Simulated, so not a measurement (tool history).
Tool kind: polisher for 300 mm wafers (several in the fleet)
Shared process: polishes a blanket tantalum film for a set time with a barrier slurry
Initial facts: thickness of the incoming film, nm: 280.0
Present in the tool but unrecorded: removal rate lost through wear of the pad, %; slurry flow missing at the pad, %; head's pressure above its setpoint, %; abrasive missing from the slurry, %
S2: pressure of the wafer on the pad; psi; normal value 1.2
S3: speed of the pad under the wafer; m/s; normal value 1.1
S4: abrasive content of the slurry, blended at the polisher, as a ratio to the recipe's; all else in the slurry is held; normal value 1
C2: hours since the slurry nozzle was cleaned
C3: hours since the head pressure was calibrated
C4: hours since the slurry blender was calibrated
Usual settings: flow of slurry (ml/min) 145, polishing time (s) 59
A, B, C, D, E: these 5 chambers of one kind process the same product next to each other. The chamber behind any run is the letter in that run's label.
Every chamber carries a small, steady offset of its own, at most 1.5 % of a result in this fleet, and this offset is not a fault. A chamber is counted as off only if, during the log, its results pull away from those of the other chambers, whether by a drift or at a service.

-- day=0.321 chamber B: worn pad replaced by a new one
run 1A day=0.35 | flow_of_slurry_(ml/min)=145 S2=1.2 S3=1.1 S4=1 polishing_time_(s)=59 | wafers_polished_on_this_pad=628 C2=99.7 C3=255.8 C4=172.2 | film_removed_(Å)=541.68
run 2C day=0.633 | flow_of_slurry_(ml/min)=145 S2=1.2 S3=1.1 S4=1 polishing_time_(s)=59 | wafers_polished_on_this_pad=1253 C2=302.8 C3=159.8 C4=159 | film_removed_(Å)=541.63
-- day=0.779 chamber C: worn pad replaced by a new one
-- day=0.821 chamber E: head pressure recalibrated
run 3E day=0.988 | flow_of_slurry_(ml/min)=145 S2=1.2 S3=1.1 S4=1 polishing_time_(s)=59 | wafers_polished_on_this_pad=1040 C2=344.9 C3=4.1 C4=49.6 | film_removed_(Å)=544.83
run 4B day=1.333 | flow_of_slurry_(ml/min)=145 S2=1.2 S3=1.1 S4=1 polishing_time_(s)=59 | wafers_polished_on_this_pad=240 C2=258 C3=1000.9 C4=196.5 | film_removed_(Å)=546.33
run 5D day=1.604 | flow_of_slurry_(ml/min)=145 S2=1.2 S3=1.1 S4=1 polishing_time_(s)=59 | wafers_polished_on_this_pad=823 C2=478.4 C3=330 C4=367.7 | film_removed_(Å)=542.96
-- day=1.7 chamber D: slurry blender recalibrated
-- day=1.717 chamber E: worn pad replaced by a new one
-- day=1.8 chamber A: worn pad replaced by a new one
run 6A day=1.938 | flow_of_slurry_(ml/min)=145 S2=1.2 S3=0.96 S4=1.25 polishing_time_(s)=59 | wafers_polished_on_this_pad=32 C2=137.8 C3=293.9 C4=210.3 | film_removed_(Å)=505.78
-- day=2.092 chamber A: slurry blender recalibrated
run 7E day=2.354 | flow_of_slurry_(ml/min)=145 S2=1.2 S3=0.96 S4=1.25 polishing_time_(s)=59 | wafers_polished_on_this_pad=151 C2=377.7 C3=36.9 C4=82.4 | film_removed_(Å)=505.08
run 8D day=2.588 | flow_of_slurry_(ml/min)=145 S2=1.2 S3=0.96 S4=1.25 polishing_time_(s)=59 | wafers_polished_on_this_pad=1056 C2=502 C3=353.6 C4=21.3 | film_removed_(Å)=496.97
run 9B day=2.925 | flow_of_slurry_(ml/min)=145 S2=1.2 S3=0.96 S4=1.25 polishing_time_(s)=59 | wafers_polished_on_this_pad=618 C2=296.2 C3=1039.1 C4=234.7 | film_removed_(Å)=508.69
run 10C day=3.125 | flow_of_slurry_(ml/min)=145 S2=1.2 S3=0.96 S4=1.25 polishing_time_(s)=59 | wafers_polished_on_this_pad=556 C2=362.6 C3=219.6 C4=218.8 | film_removed_(Å)=499.37
-- day=3.296 chamber D: worn pad replaced by a new one
run 11C day=3.546 | flow_of_slurry_(ml/min)=145 S2=1.2 S3=1.1 S4=1 polishing_time_(s)=59 | wafers_polished_on_this_pad=656 C2=372.7 C3=229.7 C4=228.9 | film_removed_(Å)=534.69
-- day=3.775 chamber E: slurry blender recalibrated
run 12E day=3.925 | flow_of_slurry_(ml/min)=145 S2=1.2 S3=1.1 S4=1 polishing_time_(s)=59 | wafers_polished_on_this_pad=524 C2=415.4 C3=74.6 C4=3.7 | film_removed_(Å)=541.47
run 13D day=4.125 | flow_of_slurry_(ml/min)=145 S2=1.4 S3=0.86 S4=1 polishing_time_(s)=59 | wafers_polished_on_this_pad=197 C2=538.9 C3=390.5 C4=58.2 | film_removed_(Å)=498.62
run 14B day=4.367 | flow_of_slurry_(ml/min)=145 S2=1.4 S3=0.86 S4=1 polishing_time_(s)=59 | wafers_polished_on_this_pad=960 C2=330.8 C3=1073.7 C4=269.3 | film_removed_(Å)=495.19
-- day=4.521 chamber B: worn pad replaced by a new one
run 15A day=4.692 | flow_of_slurry_(ml/min)=145 S2=1.4 S3=0.86 S4=1 polishing_time_(s)=59 | wafers_polished_on_this_pad=686 C2=203.9 C3=360 C4=62.5 | film_removed_(Å)=489.61
run 16A day=4.883 | flow_of_slurry_(ml/min)=145 S2=1.4 S3=0.86 S4=1 polishing_time_(s)=59 | wafers_polished_on_this_pad=731 C2=208.5 C3=364.6 C4=67.1 | film_removed_(Å)=495.65
-- day=4.988 chamber B: slurry nozzle cleaned
run 17E day=5.129 | flow_of_slurry_(ml/min)=145 S2=1.4 S3=0.86 S4=1 polishing_time_(s)=59 | wafers_polished_on_this_pad=809 C2=444.3 C3=103.5 C4=32.6 | film_removed_(Å)=489.51
run 18D day=5.467 | flow_of_slurry_(ml/min)=145 S2=1.2 S3=0.98 S4=1 polishing_time_(s)=59 | wafers_polished_on_this_pad=515 C2=571.1 C3=422.7 C4=90.4 | film_removed_(Å)=483.49
run 19C day=5.742 | flow_of_slurry_(ml/min)=145 S2=1.2 S3=0.98 S4=1 polishing_time_(s)=59 | wafers_polished_on_this_pad=1177 C2=425.4 C3=282.4 C4=281.6 | film_removed_(Å)=467.57
-- day=5.833 chamber E: worn pad replaced by a new one
-- day=5.958 chamber C: worn pad replaced by a new one
run 20B day=6.067 | flow_of_slurry_(ml/min)=145 S2=1.2 S3=0.98 S4=1 polishing_time_(s)=59 | wafers_polished_on_this_pad=367 C2=25.9 C3=1114.5 C4=310.1 | film_removed_(Å)=491.75
-- day=6.15 chamber A: worn pad replaced by a new one
run 21A day=6.358 | flow_of_slurry_(ml/min)=145 S2=1.2 S3=0.98 S4=1 polishing_time_(s)=59 | wafers_polished_on_this_pad=50 C2=243.9 C3=400 C4=102.5 | film_removed_(Å)=487.05
run 22B day=6.629 | flow_of_slurry_(ml/min)=145 S2=1.2 S3=0.98 S4=1 polishing_time_(s)=59 | wafers_polished_on_this_pad=501 C2=39.4 C3=1128 C4=323.6 | film_removed_(Å)=481.71
-- day=6.725 chamber A: slurry nozzle cleaned
run 23C day=6.904 | flow_of_slurry_(ml/min)=145 S2=1.2 S3=1.1 S4=1 polishing_time_(s)=59 | wafers_polished_on_this_pad=225 C2=453.3 C3=310.3 C4=309.5 | film_removed_(Å)=516.13
run 24D day=7.267 | flow_of_slurry_(ml/min)=145 S2=1.2 S3=1.1 S4=1 polishing_time_(s)=59 | wafers_polished_on_this_pad=942 C2=614.3 C3=465.9 C4=133.6 | film_removed_(Å)=547.04
run 25E day=7.662 | flow_of_slurry_(ml/min)=145 S2=1.2 S3=1.1 S4=1 polishing_time_(s)=59 | wafers_polished_on_this_pad=434 C2=505.1 C3=164.3 C4=93.4 | film_removed_(Å)=546.24
-- day=7.792 chamber B: worn pad replaced by a new one
-- day=7.8 chamber D: slurry nozzle cleaned
run 26E day=7.979 | flow_of_slurry_(ml/min)=145 S2=1.2 S3=1.1 S4=1 polishing_time_(s)=59 | wafers_polished_on_this_pad=509 C2=512.7 C3=171.9 C4=101 | film_removed_(Å)=538.73
run 27B day=8.179 | flow_of_slurry_(ml/min)=145 S2=1.2 S3=1.1 S4=1 polishing_time_(s)=59 | wafers_polished_on_this_pad=92 C2=76.6 C3=1165.2 C4=360.8 | film_removed_(Å)=552.93
run 28D day=8.488 | flow_of_slurry_(ml/min)=165 S2=1.2 S3=1.1 S4=1 polishing_time_(s)=59 | wafers_polished_on_this_pad=1232 C2=16.5 C3=495.2 C4=162.9 | film_removed_(Å)=549.19
-- day=8.675 chamber D: worn pad replaced by a new one
-- day=8.846 chamber E: slurry blender recalibrated
run 29C day=8.854 | flow_of_slurry_(ml/min)=165 S2=1.2 S3=1.1 S4=1 polishing_time_(s)=59 | wafers_polished_on_this_pad=687 C2=500.1 C3=357.1 C4=356.3 | film_removed_(Å)=516.91
run 30A day=9.117 | flow_of_slurry_(ml/min)=165 S2=1.2 S3=1.1 S4=1 polishing_time_(s)=59 | wafers_polished_on_this_pad=704 C2=57.5 C3=466.2 C4=168.7 | film_removed_(Å)=553.78
run 31A day=9.396 | flow_of_slurry_(ml/min)=165 S2=1.2 S3=1.1 S4=1 polishing_time_(s)=59 | wafers_polished_on_this_pad=770 C2=64.2 C3=472.9 C4=175.4 | film_removed_(Å)=565.04
run 32B day=9.779 | flow_of_slurry_(ml/min)=165 S2=1.2 S3=1.1 S4=1 polishing_time_(s)=59 | wafers_polished_on_this_pad=471 C2=115 C3=1203.6 C4=399.2 | film_removed_(Å)=558.31
-- day=9.858 chamber B: slurry blender recalibrated
-- day=9.896 chamber A: worn pad replaced by a new one
run 33E day=9.971 | flow_of_slurry_(ml/min)=145 S2=1 S3=1.1 S4=1 polishing_time_(s)=70 | wafers_polished_on_this_pad=981 C2=560.5 C3=219.7 C4=27 | film_removed_(Å)=532.45
-- day=10.129 chamber C: slurry nozzle cleaned
run 34D day=10.2 | flow_of_slurry_(ml/min)=145 S2=1 S3=1.1 S4=1 polishing_time_(s)=70 | wafers_polished_on_this_pad=362 C2=57.6 C3=536.3 C4=204 | film_removed_(Å)=536.71
-- day=10.317 chamber E: worn pad replaced by a new one
run 35C day=10.538 | flow_of_slurry_(ml/min)=145 S2=1 S3=1.1 S4=1 polishing_time_(s)=70 | wafers_polished_on_this_pad=1087 C2=9.9 C3=397.5 C4=396.7 | film_removed_(Å)=488.97
run 36B day=10.808 | flow_of_slurry_(ml/min)=145 S2=1 S3=1.1 S4=1 polishing_time_(s)=70 | wafers_polished_on_this_pad=715 C2=139.7 C3=1228.3 C4=22.8 | film_removed_(Å)=545.76
-- day=10.917 chamber A: slurry blender recalibrated
run 37E day=11.046 | flow_of_slurry_(ml/min)=145 S2=1 S3=1.1 S4=1 polishing_time_(s)=70 | wafers_polished_on_this_pad=173 C2=586.3 C3=245.5 C4=52.8 | film_removed_(Å)=538.57
run 38A day=11.371 | flow_of_slurry_(ml/min)=145 S2=1.2 S3=1.1 S4=1 polishing_time_(s)=59 | wafers_polished_on_this_pad=350 C2=111.6 C3=520.3 C4=10.9 | film_removed_(Å)=535.03
-- day=11.562 chamber C: worn pad replaced by a new one
run 39C day=11.721 | flow_of_slurry_(ml/min)=145 S2=1.2 S3=1.1 S4=1 polishing_time_(s)=59 | wafers_polished_on_this_pad=37 C2=38.3 C3=425.9 C4=425.1 | film_removed_(Å)=484.26
run 40D day=11.938 | flow_of_slurry_(ml/min)=145 S2=1.2 S3=1.1 S4=1 polishing_time_(s)=59 | wafers_polished_on_this_pad=774 C2=99.3 C3=578 C4=245.7 | film_removed_(Å)=540.56

Is one chamber out of step, is the gauge drifting, or do the chambers differ by no more than their own small offsets? For an off chamber, give its letter and the likeliest cause.

Little by little, chamber C moves away from the other chambers.
What lies behind it: abrasive missing from the slurry, % = 29.7.
Not necessarily distinguishable in this log from: head's pressure below its setpoint, %.

Here are 4 candidates for chamber C's next run, each the usual settings with a change, their results left as question marks. Which one brings its results back in line with what the others give on the usual settings?
A result is in line if it is within this distance of the other chambers' mean on the usual settings: film removed (Å) 15
run 41C-1 day=12.246 | flow_of_slurry_(ml/min)=150 S2=1.2 S3=1.1 S4=1.05 polishing_time_(s)=65 | film_removed_(Å)=?
run 41C-2 day=12.246 | flow_of_slurry_(ml/min)=145 S2=1.2 S3=1 S4=0.95 polishing_time_(s)=59 | film_removed_(Å)=?
run 41C-3 day=12.246 | flow_of_slurry_(ml/min)=145 S2=1.2 S3=1.06 S4=1 polishing_time_(s)=57 | film_removed_(Å)=?
run 41C-4 day=12.246 | flow_of_slurry_(ml/min)=145 S2=1.2 S3=1.14 S4=1 polishing_time_(s)=61 | film_removed_(Å)=?

What the other chambers average on the usual settings: film removed (Å) 542.29
run=41C-1 film_removed_(Å)=544.38
run=41C-2 film_removed_(Å)=430.74
run=41C-3 film_removed_(Å)=449.41
run=41C-4 film_removed_(Å)=517.21
41C-1 brings the chamber back in line.

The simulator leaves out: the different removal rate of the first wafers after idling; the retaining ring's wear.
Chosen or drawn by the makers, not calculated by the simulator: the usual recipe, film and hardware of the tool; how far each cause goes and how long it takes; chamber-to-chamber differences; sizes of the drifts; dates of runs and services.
